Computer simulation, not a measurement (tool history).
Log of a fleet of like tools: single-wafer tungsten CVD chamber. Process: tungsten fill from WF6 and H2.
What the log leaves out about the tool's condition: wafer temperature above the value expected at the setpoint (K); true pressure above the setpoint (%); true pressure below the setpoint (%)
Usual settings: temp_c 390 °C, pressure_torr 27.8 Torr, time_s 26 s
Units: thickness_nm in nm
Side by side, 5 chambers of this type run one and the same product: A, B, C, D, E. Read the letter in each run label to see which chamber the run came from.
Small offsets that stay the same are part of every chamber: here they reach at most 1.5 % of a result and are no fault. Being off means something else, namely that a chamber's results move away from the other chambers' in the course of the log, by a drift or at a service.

run	hour	temp_c	pressure_torr	time_s	hours since the last thermocouple change	hours since the last manometer calibration	read-back reference wafer on the same gauge, thickness_nm	thickness_nm
1A	6.3	390	27.8	26	2388.6	1552.1	59.889	59.903
2E	13.8	390	27.8	26	1491.7	208.9	59.943	59.966
3B	18	390	27.8	26	1536.7	53.8	59.901	61.045
4C	23.8	390	27.8	26	1986.1	1196.9	59.896	60.013
5D	29.8	384	24.3	26	475	342.6	59.89	50.11
# hour 31.3: chamber A: capacitance manometer re-zeroed and calibrated
6B	36	384	24.3	26	1554.7	71.8	59.894	51.013
7E	43.9	384	24.3	26	1521.8	239	59.924	49.981
8A	47.6	384	24.3	26	2429.9	16.3	59.88	49.772
9C	54.9	384	24.3	26	2017.2	1228	59.859	49.677
10D	62.5	390	27.8	26	507.7	375.3	59.894	60.386
11A	66.2	390	27.8	26	2448.5	34.9	59.918	59.834
12B	71.5	390	27.8	23.6	1590.2	107.3	59.902	55.408
13D	78.7	390	27.8	23.6	523.9	391.5	59.899	54.825
14E	85.4	390	27.8	23.6	1563.3	280.5	59.885	54.542
15C	92.1	390	27.8	23.6	2054.4	1265.2	59.903	54.028
16B	96.7	390	27.8	23.6	1615.4	132.5	59.915	55.123
17C	103.8	390	27.8	26	2066.1	1276.9	59.913	59.415
18A	109.9	390	27.8	26	2492.2	78.6	59.919	59.812
19D	113.8	390	24.2	29	559	426.6	59.902	62.777
# hour 116.3: chamber E: thermocouple changed; heater temperature recalibrated
20E	120.7	390	24.2	29	4.4	315.8	59.93	62.592
21C	124.8	390	24.2	29	2087.1	1297.9	59.883	61.657
22D	129.2	390	24.2	29	574.4	442	59.896	62.875
23E	133.2	390	24.2	29	16.9	328.3	59.882	62.282
24B	138.5	390	27.8	26	1657.2	174.3	59.918	60.714
25A	143.3	390	27.8	26	2525.6	112	59.899	59.414
26E	149.8	390	27.8	26	33.5	344.9	59.94	59.603
27C	155.9	390	27.8	21	2118.2	1329	59.893	47.489
28B	159.8	390	27.8	21	1678.5	195.6	59.923	49.088
# hour 164.1: chamber A: thermocouple changed; heater temperature recalibrated
29A	164.4	390	27.8	21	0.4	133.1	59.962	48.697
30D	170.2	390	27.8	21	615.4	483	59.862	48.574
31E	176.3	390	27.8	21	60	371.4	59.901	48.344

What goes on in this fleet: one chamber off, a drifting gauge, or nothing beyond the chambers' own small offsets? Name the chamber and the cause, if any.

It is chamber C that slowly wanders off from its peers.
Most likely cause: true pressure below the setpoint (%) = 5.06.
The log might look much the same if the cause were instead: wafer temperature below the value expected at the setpoint (K).

Below are 4 candidate recipes for chamber C's next run, each the usual settings with a change, their results shown as question marks. Which of them brings C's results back in line with what the other chambers give on the usual settings?
Maximum distance from the other chambers' mean on the usual settings for a result to count as in line: thickness_nm 0.61 nm
32C-1	181.9	390	28.3	26.6				?
32C-2	181.9	389	27.6	25.8				?
32C-3	181.9	390	27.6	25.8				?
32C-4	181.9	390	28	26.2				?

Usual-settings mean across the other chambers: thickness_nm 60.216 nm
run	thickness_nm
32C-1	60.472
32C-2	56.82
32C-3	57.954
32C-4	59.259
The right change is 32C-1: it brings the chamber back within the allowed miss of the others.

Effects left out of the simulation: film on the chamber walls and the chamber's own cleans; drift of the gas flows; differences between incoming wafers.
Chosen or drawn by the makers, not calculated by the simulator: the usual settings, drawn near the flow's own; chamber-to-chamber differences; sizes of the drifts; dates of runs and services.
